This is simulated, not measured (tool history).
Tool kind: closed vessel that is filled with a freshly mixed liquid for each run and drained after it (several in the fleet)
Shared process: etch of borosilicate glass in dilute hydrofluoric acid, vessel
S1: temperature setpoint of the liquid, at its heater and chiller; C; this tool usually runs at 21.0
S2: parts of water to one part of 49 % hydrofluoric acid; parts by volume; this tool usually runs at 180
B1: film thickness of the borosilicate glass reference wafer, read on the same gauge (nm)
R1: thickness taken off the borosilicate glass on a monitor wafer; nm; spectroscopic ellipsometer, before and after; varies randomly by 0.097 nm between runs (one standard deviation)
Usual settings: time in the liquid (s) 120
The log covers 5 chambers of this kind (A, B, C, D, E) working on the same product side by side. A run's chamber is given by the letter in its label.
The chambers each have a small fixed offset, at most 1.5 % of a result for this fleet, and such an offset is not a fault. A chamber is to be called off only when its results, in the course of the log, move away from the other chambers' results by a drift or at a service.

Run 1A, day 0.292: usual settings; B1 39.974. Result: R1 16.477 nm.
Run 2C, day 0.588: usual settings; B1 39.978. Result: R1 16.184 nm.
Run 3E, day 0.938: usual settings; B1 39.954. Result: R1 16.335 nm.
At day 1.121: chamber D: hydrofluoric acid flow meter replaced.
At day 1.358: chamber C: hydrofluoric acid flow meter replaced.
Run 4D, day 1.367: usual settings; B1 39.994. Result: R1 16.484 nm.
Run 5B, day 1.675: usual settings; B1 40.015. Result: R1 16.465 nm.
Run 6A, day 2.133: usual settings; B1 39.963. Result: R1 16.488 nm.
Run 7C, day 2.479: usual settings; B1 40.001. Result: R1 16.494 nm.
At day 3.004: chamber B: thermometer replaced.
Run 8B, day 3.017: usual settings; B1 40.001. Result: R1 16.403 nm.
Run 9E, day 3.454: usual settings; B1 40.002. Result: R1 16.201 nm.
Run 10D, day 3.867: usual settings; B1 39.985. Result: R1 16.607 nm.
Run 11E, day 4.371: usual settings; B1 40.016. Result: R1 16.221 nm.
At day 4.571: chamber A: thermometer replaced.
Run 12D, day 4.725: usual settings; B1 40.015. Result: R1 16.442 nm.
Run 13B, day 5.000: usual settings; B1 40.036. Result: R1 16.321 nm.
Run 14A, day 5.546: usual settings; B1 40.005. Result: R1 16.324 nm.
Run 15C, day 5.925: usual settings but S2 125 parts by volume; B1 39.999. Result: R1 24.996 nm.
Run 16A, day 6.362: usual settings but S2 125 parts by volume; B1 40.033. Result: R1 24.954 nm.
Run 17B, day 6.725: usual settings but S2 125 parts by volume; B1 39.966. Result: R1 25.059 nm.
Run 18D, day 7.167: usual settings but S2 125 parts by volume; B1 40.017. Result: R1 24.920 nm.
Run 19C, day 7.712: usual settings but S2 125 parts by volume; B1 40.026. Result: R1 24.663 nm.
Run 20E, day 8.029: usual settings but S1 22.5 C, S2 115 parts by volume; B1 39.981. Result: R1 28.841 nm.
Run 21C, day 8.542: usual settings but S1 22.5 C, S2 115 parts by volume; B1 40.019. Result: R1 29.035 nm.
At day 8.946: chamber E: thermometer replaced.
Run 22B, day 8.954: usual settings but S1 22.5 C, S2 115 parts by volume; B1 39.967. Result: R1 29.831 nm.
Run 23E, day 9.242: usual settings but S1 22.5 C, S2 115 parts by volume; B1 40.011. Result: R1 28.694 nm.
Run 24D, day 9.688: usual settings but S1 22.5 C, S2 115 parts by volume; B1 39.989. Result: R1 29.505 nm.
Run 25A, day 10.138: usual settings; B1 40.048. Result: R1 16.289 nm.
Run 26E, day 10.479: usual settings; B1 39.947. Result: R1 16.165 nm.
Run 27B, day 10.738: usual settings; B1 40.019. Result: R1 16.480 nm.
Run 28A, day 11.142: usual settings; B1 40.009. Result: R1 16.470 nm.
At day 11.546: chamber B: hydrofluoric acid flow meter replaced.
Run 29D, day 11.671: usual settings; B1 40.017. Result: R1 16.809 nm.
At day 11.800: chamber A: hydrofluoric acid flow meter replaced.
Run 30C, day 12.008: usual settings but S2 110 parts by volume, time in the liquid (s) 100; B1 40.060. Result: R1 23.565 nm.
Run 31B, day 12.296: usual settings but S2 110 parts by volume, time in the liquid (s) 100; B1 40.013. Result: R1 24.437 nm.
Run 32A, day 12.671: usual settings but S2 110 parts by volume, time in the liquid (s) 100; B1 39.985. Result: R1 23.755 nm.
Run 33E, day 13.038: usual settings but S2 110 parts by volume, time in the liquid (s) 100; B1 40.007. Result: R1 23.721 nm.
Run 34D, day 13.292: usual settings but S2 110 parts by volume, time in the liquid (s) 100; B1 39.989. Result: R1 24.868 nm.
Run 35C, day 13.579: usual settings; B1 39.978. Result: R1 16.329 nm.
Run 36E, day 13.904: usual settings; B1 40.022. Result: R1 16.223 nm.
Run 37B, day 14.462: usual settings; B1 40.040. Result: R1 16.465 nm.
Run 38C, day 14.917: usual settings; B1 39.992. Result: R1 16.468 nm.
Run 39A, day 15.175: usual settings; B1 40.009. Result: R1 16.414 nm.
Run 40D, day 15.667: usual settings; B1 39.959. Result: R1 17.189 nm.
Run 41D, day 16.008: usual settings; B1 39.987. Result: R1 17.254 nm.
Run 42C, day 16.421: usual settings; B1 39.990. Result: R1 16.348 nm.
Run 43A, day 16.854: usual settings; B1 39.955. Result: R1 16.353 nm.

Has any chamber moved away from the others, gradually or after a service, or does the common gauge drift, or do the chambers differ only by their own small steady offsets? State the chamber and the most likely cause if one applies.

One chamber, D, drifts off from the rest bit by bit.
What lies behind it: liquid hotter than its thermometer reads (K) = 1.49.
With only this log, it may be confused with: hydrofluoric acid flow above the setpoint (%).

Which of the 4 candidates below, each the usual settings with something changed and its results left as question marks, puts chamber D back in line with what the other chambers give on the usual settings?
A result is in line if it is within this distance of the other chambers' mean on the usual settings: R1 0.340 nm
Run 44D-1, day 17.283: usual settings but S1 22.5 C. Result: R1 ?.
Run 44D-2, day 17.283: usual settings but S2 175 parts by volume. Result: R1 ?.
Run 44D-3, day 17.283: usual settings but S2 185 parts by volume. Result: R1 ?.
Run 44D-4, day 17.283: usual settings but S1 19.5 C. Result: R1 ?.

What the other chambers average on the usual settings: R1 16.378 nm
  run      R1
44D-1  18.436
44D-2  18.001
44D-3  16.862
44D-4  16.435
The right change is 44D-4: it brings the chamber back within the allowed miss of the others.
